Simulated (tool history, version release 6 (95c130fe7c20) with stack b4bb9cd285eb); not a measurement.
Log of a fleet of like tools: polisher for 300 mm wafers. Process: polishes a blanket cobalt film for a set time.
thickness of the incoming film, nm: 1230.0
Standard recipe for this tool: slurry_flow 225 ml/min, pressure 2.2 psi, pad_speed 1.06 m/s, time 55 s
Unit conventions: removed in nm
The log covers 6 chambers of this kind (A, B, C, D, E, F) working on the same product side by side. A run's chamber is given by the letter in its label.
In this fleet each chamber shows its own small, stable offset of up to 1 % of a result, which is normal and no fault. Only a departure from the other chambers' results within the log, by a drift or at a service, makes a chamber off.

run   hour  slurry_flow  pressure  pad_speed  time  removed
 1F    6.3          225       2.2       1.06    55   333.10
 2B    9.1          225       2.2       1.06    55   337.71
 3A   12.2          225       2.2       1.06    55   335.19
 4D   17.5          225       2.2       1.06    55   334.71
      17.7  -- chamber C: worn pad replaced by a new one
 5E   23.2          225       2.2       1.06    55   340.39
 6C   28.1          225       2.2       1.06    55   345.53
 7E   33.4          225       2.2       1.06    55   338.86
 8B   36.4          225       2.2       1.06    55   335.53
 9F   39.9          225       2.2       1.06    55   337.08
      43.7  -- chamber B: worn pad replaced by a new one
10D   45.0          225       2.2       1.06    55   338.42
      45.1  -- chamber E: slurry nozzle cleaned
11A   49.5          225       2.2       1.06    55   343.59
12C   52.7          225       2.2       1.06    55   342.36
      55.6  -- chamber D: head pressure recalibrated
13A   57.1          225       2.2       1.06    55   339.59
      61.3  -- chamber A: worn pad replaced by a new one
14D   62.3          225       2.2       1.06    55   379.41
      62.9  -- chamber C: head pressure recalibrated
15F   65.1          225       2.2       1.06    55   335.81
      65.3  -- chamber E: worn pad replaced by a new one
16C   68.5          225       2.2       1.06    55   341.30
17B   72.3          225       2.2       1.06    55   339.32
18E   75.2          225       2.2       1.06    55   336.18
      78.9  -- chamber F: worn pad replaced by a new one
19F   80.9          225       2.2       1.06    55   342.64
20E   87.0          225       2.2       1.06    55   342.44
21B   90.6          225       2.2       1.06    55   334.84
22A   94.2          225       2.2       1.06    55   328.53
      95.3  -- chamber B: head pressure recalibrated
      95.8  -- chamber D: worn pad replaced by a new one
23C   99.3          225       2.2       1.06    55   343.73
24D  102.6          225       2.2       1.06    55   367.44
25E  108.7          225       2.2       1.06    55   350.36
26B  111.7          225       2.2       1.06    55   344.07
27D  116.6          225       2.2       1.06    68   455.01
28C  119.4          225       2.2       1.06    68   413.51
29F  122.2          225       2.2       1.06    68   416.80
30A  126.6          225       2.2       1.06    68   416.54
     128.1  -- chamber B: worn pad replaced by a new one
31C  129.4          225       2.2       1.06    68   416.87
32E  132.3          225       2.2       1.06    68   420.20
33B  138.3          225       2.2       1.06    55   346.83
34D  143.9          225       2.2       1.06    55   368.84
35A  148.5          225       2.2       1.06    55   338.73
36F  151.7          225       2.2       1.06    55   334.11
37F  155.3          225       2.2       1.06    55   333.18
38E  161.0          225       2.2       1.06    55   335.59

Each of the 6 chambers runs these same settings next. Fill in every chamber's results:
39A  165.6          225       2.2       1.06    55        ?
39B  165.6          225       2.2       1.06    55        ?
39C  165.6          225       2.2       1.06    55        ?
39D  165.6          225       2.2       1.06    55        ?
39E  165.6          225       2.2       1.06    55        ?
39F  165.6          225       2.2       1.06    55        ?

run  removed
39A   332.60
39B   334.66
39C   340.70
39D   375.16
39E   341.99
39F   335.78

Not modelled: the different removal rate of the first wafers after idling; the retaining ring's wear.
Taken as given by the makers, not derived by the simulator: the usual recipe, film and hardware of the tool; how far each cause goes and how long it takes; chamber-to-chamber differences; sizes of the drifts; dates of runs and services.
